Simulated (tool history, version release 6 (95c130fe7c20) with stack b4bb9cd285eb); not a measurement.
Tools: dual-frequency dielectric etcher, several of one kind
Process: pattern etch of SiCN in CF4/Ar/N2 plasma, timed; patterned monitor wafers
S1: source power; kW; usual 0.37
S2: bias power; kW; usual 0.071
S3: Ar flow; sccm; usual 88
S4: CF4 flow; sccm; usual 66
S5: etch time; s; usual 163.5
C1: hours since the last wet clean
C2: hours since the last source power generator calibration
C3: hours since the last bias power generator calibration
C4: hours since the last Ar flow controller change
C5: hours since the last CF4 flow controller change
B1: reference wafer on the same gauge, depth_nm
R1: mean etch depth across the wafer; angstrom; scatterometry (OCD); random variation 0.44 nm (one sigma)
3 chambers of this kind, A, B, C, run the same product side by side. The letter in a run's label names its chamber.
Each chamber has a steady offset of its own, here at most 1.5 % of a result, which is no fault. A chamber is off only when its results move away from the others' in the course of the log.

run 1B hour=2.4 | S1=0.37 S2=0.071 S3=88 S4=66 S5=163.5 | C1=396.2 C2=404.1 C3=863.7 C4=276.2 C5=3724.5 | B1=125.95 | R1=1207.3
run 2C hour=4.5 | S1=0.37 S2=0.071 S3=88 S4=66 S5=163.5 | C1=62.3 C2=4369.6 C3=109.6 C4=3031.3 C5=1652.9 | B1=125.98 | R1=1192.5
run 3A hour=7.2 | S1=0.37 S2=0.071 S3=88 S4=66 S5=163.5 | C1=52.7 C2=4030.3 C3=1495.6 C4=3745.4 C5=326.8 | B1=126.08 | R1=1194.3
run 4A hour=10.5 | S1=0.37 S2=0.071 S3=88 S4=66 S5=163.5 | C1=56 C2=4033.6 C3=1498.9 C4=3748.7 C5=330.1 | B1=126.13 | R1=1189.3
run 5B hour=13.6 | S1=0.37 S2=0.071 S3=88 S4=66 S5=163.5 | C1=407.4 C2=415.3 C3=874.9 C4=287.4 C5=3735.7 | B1=126.01 | R1=1203.2
run 6C hour=17.3 | S1=0.37 S2=0.071 S3=88 S4=66 S5=163.5 | C1=75.1 C2=4382.4 C3=122.4 C4=3044.1 C5=1665.7 | B1=126.06 | R1=1192.6
run 7B hour=19.5 | S1=0.37 S2=0.071 S3=88 S4=66 S5=163.5 | C1=413.3 C2=421.2 C3=880.8 C4=293.3 C5=3741.6 | B1=126.04 | R1=1199.4
run 8A hour=22.4 | S1=0.37 S2=0.071 S3=70 S4=66 S5=209.5 | C1=67.9 C2=4045.5 C3=1510.8 C4=3760.6 C5=342 | B1=126.15 | R1=1578.3
run 9C hour=24.6 | S1=0.37 S2=0.071 S3=70 S4=66 S5=209.5 | C1=82.4 C2=4389.7 C3=129.7 C4=3051.4 C5=1673 | B1=126.02 | R1=1578.2
run 10B hour=29.2 | S1=0.37 S2=0.071 S3=70 S4=66 S5=209.5 | C1=423 C2=430.9 C3=890.5 C4=303 C5=3751.3 | B1=126.08 | R1=1587.4
-- hour=30.7 chamber A: source power generator calibrated
run 11C hour=32.4 | S1=0.37 S2=0.071 S3=88 S4=66 S5=163.5 | C1=90.2 C2=4397.5 C3=137.5 C4=3059.2 C5=1680.8 | B1=125.94 | R1=1192.5
run 12A hour=34.5 | S1=0.37 S2=0.071 S3=88 S4=66 S5=163.5 | C1=80 C2=3.9 C3=1522.9 C4=3772.7 C5=354.1 | B1=125.88 | R1=1138.7
run 13A hour=38.4 | S1=0.33 S2=0.071 S3=88 S4=66 S5=186.5 | C1=83.9 C2=7.8 C3=1526.8 C4=3776.6 C5=358 | B1=126.07 | R1=1183.7
run 14C hour=42.6 | S1=0.33 S2=0.071 S3=88 S4=66 S5=186.5 | C1=100.4 C2=4407.7 C3=147.7 C4=3069.4 C5=1691 | B1=125.97 | R1=1229.7
run 15B hour=46.8 | S1=0.33 S2=0.071 S3=88 S4=66 S5=186.5 | C1=440.6 C2=448.5 C3=908.1 C4=320.6 C5=3768.9 | B1=126 | R1=1240
run 16B hour=48.8 | S1=0.37 S2=0.071 S3=88 S4=66 S5=163.5 | C1=442.6 C2=450.5 C3=910.1 C4=322.6 C5=3770.9 | B1=125.99 | R1=1207.2
run 17C hour=51.6 | S1=0.37 S2=0.071 S3=88 S4=66 S5=163.5 | C1=109.4 C2=4416.7 C3=156.7 C4=3078.4 C5=1700 | B1=125.99 | R1=1191.6
run 18A hour=56.2 | S1=0.37 S2=0.071 S3=88 S4=66 S5=163.5 | C1=101.7 C2=25.6 C3=1544.6 C4=3794.4 C5=375.8 | B1=125.88 | R1=1141.9
run 19A hour=59.3 | S1=0.37 S2=0.071 S3=88 S4=66 S5=163.5 | C1=104.8 C2=28.7 C3=1547.7 C4=3797.5 C5=378.9 | B1=126 | R1=1147.5
run 20B hour=62.3 | S1=0.37 S2=0.071 S3=88 S4=66 S5=163.5 | C1=456.1 C2=464 C3=923.6 C4=336.1 C5=3784.4 | B1=126.07 | R1=1204.3
run 21C hour=66.8 | S1=0.37 S2=0.071 S3=88 S4=66 S5=163.5 | C1=124.6 C2=4431.9 C3=171.9 C4=3093.6 C5=1715.2 | B1=125.91 | R1=1194.7
run 22C hour=70.4 | S1=0.37 S2=0.071 S3=88 S4=66 S5=163.5 | C1=128.2 C2=4435.5 C3=175.5 C4=3097.2 C5=1718.8 | B1=125.97 | R1=1187.5

All 3 chambers run these settings next. Forecast each chamber's results:
run 23A hour=73.7 | S1=0.37 S2=0.071 S3=88 S4=66 S5=163.5 | R1=?
run 23B hour=73.7 | S1=0.37 S2=0.071 S3=88 S4=66 S5=163.5 | R1=?
run 23C hour=73.7 | S1=0.37 S2=0.071 S3=88 S4=66 S5=163.5 | R1=?

run=23A R1=1149.6
run=23B R1=1207.8
run=23C R1=1196.1

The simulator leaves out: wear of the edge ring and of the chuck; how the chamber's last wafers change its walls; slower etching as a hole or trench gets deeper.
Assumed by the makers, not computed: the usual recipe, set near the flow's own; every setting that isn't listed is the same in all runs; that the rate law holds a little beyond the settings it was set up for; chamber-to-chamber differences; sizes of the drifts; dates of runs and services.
